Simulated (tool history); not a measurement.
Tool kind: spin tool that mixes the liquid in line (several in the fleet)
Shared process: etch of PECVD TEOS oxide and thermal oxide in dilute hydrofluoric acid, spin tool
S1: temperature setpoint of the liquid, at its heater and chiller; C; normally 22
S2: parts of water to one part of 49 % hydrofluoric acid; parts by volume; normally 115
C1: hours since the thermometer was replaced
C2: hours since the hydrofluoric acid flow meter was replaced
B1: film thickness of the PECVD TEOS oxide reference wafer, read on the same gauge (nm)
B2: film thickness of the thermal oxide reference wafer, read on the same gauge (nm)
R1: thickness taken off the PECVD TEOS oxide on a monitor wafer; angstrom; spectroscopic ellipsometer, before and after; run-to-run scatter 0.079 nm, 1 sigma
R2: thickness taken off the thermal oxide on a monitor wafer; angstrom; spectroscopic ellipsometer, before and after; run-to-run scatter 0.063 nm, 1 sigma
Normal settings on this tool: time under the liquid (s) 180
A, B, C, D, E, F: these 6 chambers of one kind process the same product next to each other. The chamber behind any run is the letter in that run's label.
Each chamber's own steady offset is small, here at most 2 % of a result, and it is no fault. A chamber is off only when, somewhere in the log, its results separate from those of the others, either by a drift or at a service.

{"run": "1C", "hour": 7.6, "S1": 22, "S2": 115, "time under the liquid (s)": 180, "C1": 1541.1, "C2": 78.6, "B1": 89.972, "B2": 40.0, "R1": 141.77, "R2": 67.76}
{"run": "2D", "hour": 14.1, "S1": 22, "S2": 115, "time under the liquid (s)": 180, "C1": 1057.2, "C2": 1101.2, "B1": 89.969, "B2": 39.994, "R1": 142.1, "R2": 67.073}
{"run": "3F", "hour": 22.3, "S1": 22, "S2": 115, "time under the liquid (s)": 180, "C1": 1760.1, "C2": 132.5, "B1": 90.019, "B2": 40.014, "R1": 139.3, "R2": 66.608}
{"run": "4B", "hour": 30.0, "S1": 22, "S2": 115, "time under the liquid (s)": 180, "C1": 386.8, "C2": 1132.8, "B1": 89.997, "B2": 39.978, "R1": 139.46, "R2": 66.963}
{"run": "5E", "hour": 38.4, "S1": 22, "S2": 115, "time under the liquid (s)": 180, "C1": 780.9, "C2": 328.0, "B1": 90.015, "B2": 40.01, "R1": 140.34, "R2": 68.317}
{"run": "6A", "hour": 45.9, "S1": 22, "S2": 115, "time under the liquid (s)": 180, "C1": 147.7, "C2": 1114.6, "B1": 89.987, "B2": 39.983, "R1": 142.05, "R2": 66.901}
{"run": "7C", "hour": 57.3, "S1": 22, "S2": 115, "time under the liquid (s)": 180, "C1": 1590.8, "C2": 128.3, "B1": 90.016, "B2": 39.977, "R1": 140.43, "R2": 69.483}
{"run": "8D", "hour": 65.8, "S1": 22, "S2": 115, "time under the liquid (s)": 180, "C1": 1108.9, "C2": 1152.9, "B1": 89.992, "B2": 39.981, "R1": 141.32, "R2": 67.672}
{"hour": 68.1, "done": "chamber D: hydrofluoric acid flow meter replaced"}
{"run": "9F", "hour": 73.6, "S1": 22, "S2": 115, "time under the liquid (s)": 180, "C1": 1811.4, "C2": 183.8, "B1": 90.008, "B2": 40.004, "R1": 139.28, "R2": 66.773}
{"run": "10B", "hour": 84.6, "S1": 22, "S2": 115, "time under the liquid (s)": 180, "C1": 441.4, "C2": 1187.4, "B1": 89.988, "B2": 39.996, "R1": 139.23, "R2": 67.887}
{"run": "11A", "hour": 95.3, "S1": 22, "S2": 115, "time under the liquid (s)": 180, "C1": 197.1, "C2": 1164.0, "B1": 90.052, "B2": 40.046, "R1": 142.07, "R2": 67.254}
{"run": "12E", "hour": 108.7, "S1": 22, "S2": 115, "time under the liquid (s)": 180, "C1": 851.2, "C2": 398.3, "B1": 89.946, "B2": 40.014, "R1": 139.69, "R2": 68.744}
{"run": "13E", "hour": 119.5, "S1": 22, "S2": 170, "time under the liquid (s)": 180, "C1": 862.0, "C2": 409.1, "B1": 89.988, "B2": 40.005, "R1": 89.459, "R2": 42.78}
{"run": "14A", "hour": 132.4, "S1": 22, "S2": 170, "time under the liquid (s)": 180, "C1": 234.2, "C2": 1201.1, "B1": 89.981, "B2": 40.024, "R1": 90.309, "R2": 43.146}
{"run": "15C", "hour": 145.6, "S1": 22, "S2": 170, "time under the liquid (s)": 180, "C1": 1679.1, "C2": 216.6, "B1": 90.018, "B2": 40.007, "R1": 89.925, "R2": 42.894}
{"hour": 151.2, "done": "chamber E: hydrofluoric acid flow meter replaced"}
{"run": "16F", "hour": 158.6, "S1": 22, "S2": 170, "time under the liquid (s)": 180, "C1": 1896.4, "C2": 268.8, "B1": 90.024, "B2": 40.003, "R1": 87.897, "R2": 41.932}
{"run": "17D", "hour": 171.7, "S1": 22, "S2": 170, "time under the liquid (s)": 180, "C1": 1214.8, "C2": 103.7, "B1": 90.01, "B2": 40.0, "R1": 91.04, "R2": 42.391}
{"run": "18B", "hour": 180.1, "S1": 22, "S2": 170, "time under the liquid (s)": 180, "C1": 536.9, "C2": 1282.9, "B1": 89.975, "B2": 40.008, "R1": 90.006, "R2": 43.257}
{"run": "19E", "hour": 187.7, "S1": 22, "S2": 60, "time under the liquid (s)": 230, "C1": 930.2, "C2": 36.5, "B1": 90.012, "B2": 39.985, "R1": 360.34, "R2": 173.56}
{"run": "20F", "hour": 199.7, "S1": 22, "S2": 60, "time under the liquid (s)": 230, "C1": 1937.5, "C2": 309.9, "B1": 90.006, "B2": 40.001, "R1": 371.31, "R2": 175.02}
{"run": "21A", "hour": 212.9, "S1": 22, "S2": 60, "time under the liquid (s)": 230, "C1": 314.7, "C2": 1281.6, "B1": 89.969, "B2": 40.003, "R1": 361.19, "R2": 173.05}
{"run": "22D", "hour": 225.1, "S1": 22, "S2": 60, "time under the liquid (s)": 230, "C1": 1268.2, "C2": 157.1, "B1": 89.995, "B2": 40.014, "R1": 372.88, "R2": 178.89}
{"run": "23B", "hour": 235.8, "S1": 22, "S2": 60, "time under the liquid (s)": 230, "C1": 592.6, "C2": 1338.6, "B1": 89.963, "B2": 39.999, "R1": 361.98, "R2": 176.99}
{"run": "24C", "hour": 247.6, "S1": 22, "S2": 60, "time under the liquid (s)": 230, "C1": 1781.1, "C2": 318.6, "B1": 90.017, "B2": 40.035, "R1": 362.88, "R2": 178.04}
{"run": "25E", "hour": 258.8, "S1": 22, "S2": 115, "time under the liquid (s)": 180, "C1": 1001.3, "C2": 107.6, "B1": 90.024, "B2": 39.99, "R1": 139.72, "R2": 67.566}
{"run": "26F", "hour": 264.9, "S1": 22, "S2": 115, "time under the liquid (s)": 180, "C1": 2002.7, "C2": 375.1, "B1": 90.016, "B2": 39.993, "R1": 140.03, "R2": 66.609}
{"run": "27C", "hour": 273.3, "S1": 22, "S2": 115, "time under the liquid (s)": 180, "C1": 1806.8, "C2": 344.3, "B1": 90.017, "B2": 40.011, "R1": 140.08, "R2": 67.174}
{"run": "28D", "hour": 285.0, "S1": 22, "S2": 115, "time under the liquid (s)": 180, "C1": 1328.1, "C2": 217.0, "B1": 89.972, "B2": 40.016, "R1": 141.3, "R2": 67.495}
{"run": "29B", "hour": 296.0, "S1": 22, "S2": 115, "time under the liquid (s)": 180, "C1": 652.8, "C2": 1398.8, "B1": 90.005, "B2": 40.057, "R1": 139.63, "R2": 67.957}
{"run": "30A", "hour": 308.7, "S1": 22, "S2": 115, "time under the liquid (s)": 180, "C1": 410.5, "C2": 1377.4, "B1": 89.972, "B2": 40.028, "R1": 140.17, "R2": 66.898}
{"run": "31F", "hour": 320.0, "S1": 22, "S2": 115, "time under the liquid (s)": 180, "C1": 2057.8, "C2": 430.2, "B1": 89.965, "B2": 39.993, "R1": 139.5, "R2": 66.219}
{"run": "32E", "hour": 328.1, "S1": 22, "S2": 115, "time under the liquid (s)": 105, "C1": 1070.6, "C2": 176.9, "B1": 89.962, "B2": 39.977, "R1": 81.099, "R2": 39.723}
{"run": "33D", "hour": 335.7, "S1": 22, "S2": 115, "time under the liquid (s)": 105, "C1": 1378.8, "C2": 267.7, "B1": 90.017, "B2": 39.966, "R1": 82.771, "R2": 38.792}
{"run": "34A", "hour": 343.0, "S1": 22, "S2": 115, "time under the liquid (s)": 105, "C1": 444.8, "C2": 1411.7, "B1": 90.014, "B2": 40.005, "R1": 82.11, "R2": 38.814}
{"run": "35B", "hour": 356.8, "S1": 22, "S2": 115, "time under the liquid (s)": 105, "C1": 713.6, "C2": 1459.6, "B1": 90.053, "B2": 40.031, "R1": 81.937, "R2": 40.037}
{"run": "36C", "hour": 366.9, "S1": 22, "S2": 115, "time under the liquid (s)": 105, "C1": 1900.4, "C2": 437.9, "B1": 89.975, "B2": 40.007, "R1": 82.218, "R2": 40.163}
{"run": "37F", "hour": 380.6, "S1": 22, "S2": 115, "time under the liquid (s)": 105, "C1": 2118.4, "C2": 490.8, "B1": 89.991, "B2": 39.985, "R1": 82.204, "R2": 39.027}
{"run": "38E", "hour": 391.1, "S1": 22, "S2": 115, "time under the liquid (s)": 180, "C1": 1133.6, "C2": 239.9, "B1": 89.969, "B2": 39.999, "R1": 139.65, "R2": 67.072}
{"run": "39D", "hour": 399.5, "S1": 22, "S2": 115, "time under the liquid (s)": 180, "C1": 1442.6, "C2": 331.5, "B1": 90.014, "B2": 40.005, "R1": 142.49, "R2": 66.944}
{"run": "40A", "hour": 412.5, "S1": 22, "S2": 115, "time under the liquid (s)": 180, "C1": 514.3, "C2": 1481.2, "B1": 90.005, "B2": 39.996, "R1": 139.1, "R2": 66.75}
{"run": "41C", "hour": 422.7, "S1": 24, "S2": 115, "time under the liquid (s)": 230, "C1": 1956.2, "C2": 493.7, "B1": 90.04, "B2": 40.028, "R1": 196.2, "R2": 93.627}
{"run": "42B", "hour": 435.8, "S1": 24, "S2": 115, "time under the liquid (s)": 230, "C1": 792.6, "C2": 1538.6, "B1": 89.994, "B2": 40.041, "R1": 193.38, "R2": 95.111}
{"run": "43E", "hour": 447.3, "S1": 24, "S2": 115, "time under the liquid (s)": 230, "C1": 1189.8, "C2": 296.1, "B1": 89.957, "B2": 40.013, "R1": 193.82, "R2": 93.315}
{"run": "44F", "hour": 455.9, "S1": 24, "S2": 115, "time under the liquid (s)": 230, "C1": 2193.7, "C2": 566.1, "B1": 90.011, "B2": 40.039, "R1": 193.09, "R2": 92.207}

What goes on in this fleet: one chamber off, a drifting gauge, or nothing beyond the chambers' own small offsets? Name the chamber and the cause, if any.

The fleet is healthy, with each chamber sitting at its usual small offset and no drift in the gauge.

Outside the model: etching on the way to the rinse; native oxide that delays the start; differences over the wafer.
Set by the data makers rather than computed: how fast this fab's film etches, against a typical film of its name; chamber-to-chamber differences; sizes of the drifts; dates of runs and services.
